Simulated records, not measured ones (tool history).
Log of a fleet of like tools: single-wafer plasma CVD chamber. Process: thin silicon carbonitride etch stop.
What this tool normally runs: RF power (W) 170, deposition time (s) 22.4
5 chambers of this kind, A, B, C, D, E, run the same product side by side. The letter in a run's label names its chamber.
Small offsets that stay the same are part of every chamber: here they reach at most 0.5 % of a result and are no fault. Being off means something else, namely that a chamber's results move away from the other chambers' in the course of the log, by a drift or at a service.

| run | day | RF power (W) | deposition time (s) | read-back reference wafer on the same gauge, thickness_nm | mean film thickness on the monitor wafer (angstrom) |
|---|---|---|---|---|---|
| 1E | 0.271 | 170 | 22.4 | 13.795 | 122 |
| 2C | 0.529 | 170 | 22.4 | 13.798 | 122.05 |
| 3A | 0.871 | 170 | 22.4 | 13.794 | 121.65 |
| 4D | 1.046 | 170 | 22.4 | 13.788 | 121.56 |
| 5B | 1.392 | 170 | 22.4 | 13.79 | 121.88 |
| 6C | 1.625 | 170 | 22.4 | 13.785 | 121.99 |
| 7E | 1.854 | 170 | 22.4 | 13.784 | 121.69 |
| 8B | 2.188 | 170 | 22.4 | 13.781 | 121.7 |
| 9D | 2.517 | 170 | 22.4 | 13.776 | 121.64 |
| 10A | 2.867 | 170 | 22.4 | 13.78 | 121.47 |
| 11A | 3.054 | 170 | 19.5 | 13.773 | 106.09 |
| 12B | 3.358 | 170 | 19.5 | 13.775 | 105.72 |
| 13C | 3.688 | 170 | 19.5 | 13.764 | 106.29 |
| 14E | 3.867 | 170 | 19.5 | 13.763 | 106.1 |
| 15D | 4.038 | 170 | 19.5 | 13.766 | 105.53 |
| 16E | 4.233 | 190 | 20.8 | 13.766 | 116.91 |
| 17B | 4.525 | 190 | 20.8 | 13.767 | 117.02 |
| 18A | 4.875 | 190 | 20.8 | 13.757 | 116.69 |
|  | 5.042 | chamber E: thermocouple changed; heater temperature recalibrated |
| 19D | 5.225 | 190 | 20.8 | 13.75 | 116.4 |
| 20C | 5.55 | 190 | 20.8 | 13.757 | 116.86 |
| 21B | 5.838 | 170 | 22.4 | 13.751 | 121.54 |
| 22C | 6.029 | 170 | 22.4 | 13.746 | 121.65 |
| 23A | 6.279 | 170 | 22.4 | 13.747 | 121.38 |
| 24D | 6.617 | 170 | 22.4 | 13.747 | 121.17 |
| 25E | 6.904 | 170 | 22.4 | 13.742 | 121.65 |
| 26E | 7.108 | 170 | 22.4 | 13.742 | 121.3 |
| 27A | 7.329 | 170 | 22.4 | 13.737 | 121.31 |
| 28C | 7.538 | 170 | 22.4 | 13.736 | 121.44 |
| 29D | 7.833 | 170 | 22.4 | 13.735 | 121.1 |
| 30B | 8.012 | 170 | 22.4 | 13.727 | 121.46 |
| 31E | 8.183 | 170 | 22.4 | 13.728 | 121.15 |
| 32D | 8.429 | 170 | 22.4 | 13.733 | 121.12 |
| 33B | 8.708 | 170 | 22.4 | 13.732 | 121.04 |

For the next run the whole fleet of 5 chambers uses the same settings. Give each chamber's results:
| 34A | 8.962 | 170 | 22.4 |  | ? |
| 34B | 8.962 | 170 | 22.4 |  | ? |
| 34C | 8.962 | 170 | 22.4 |  | ? |
| 34D | 8.962 | 170 | 22.4 |  | ? |
| 34E | 8.962 | 170 | 22.4 |  | ? |

| run | mean film thickness on the monitor wafer (angstrom) |
|---|---|
| 34A | 121.1 |
| 34B | 121.3 |
| 34C | 121.43 |
| 34D | 121.1 |
| 34E | 121.42 |
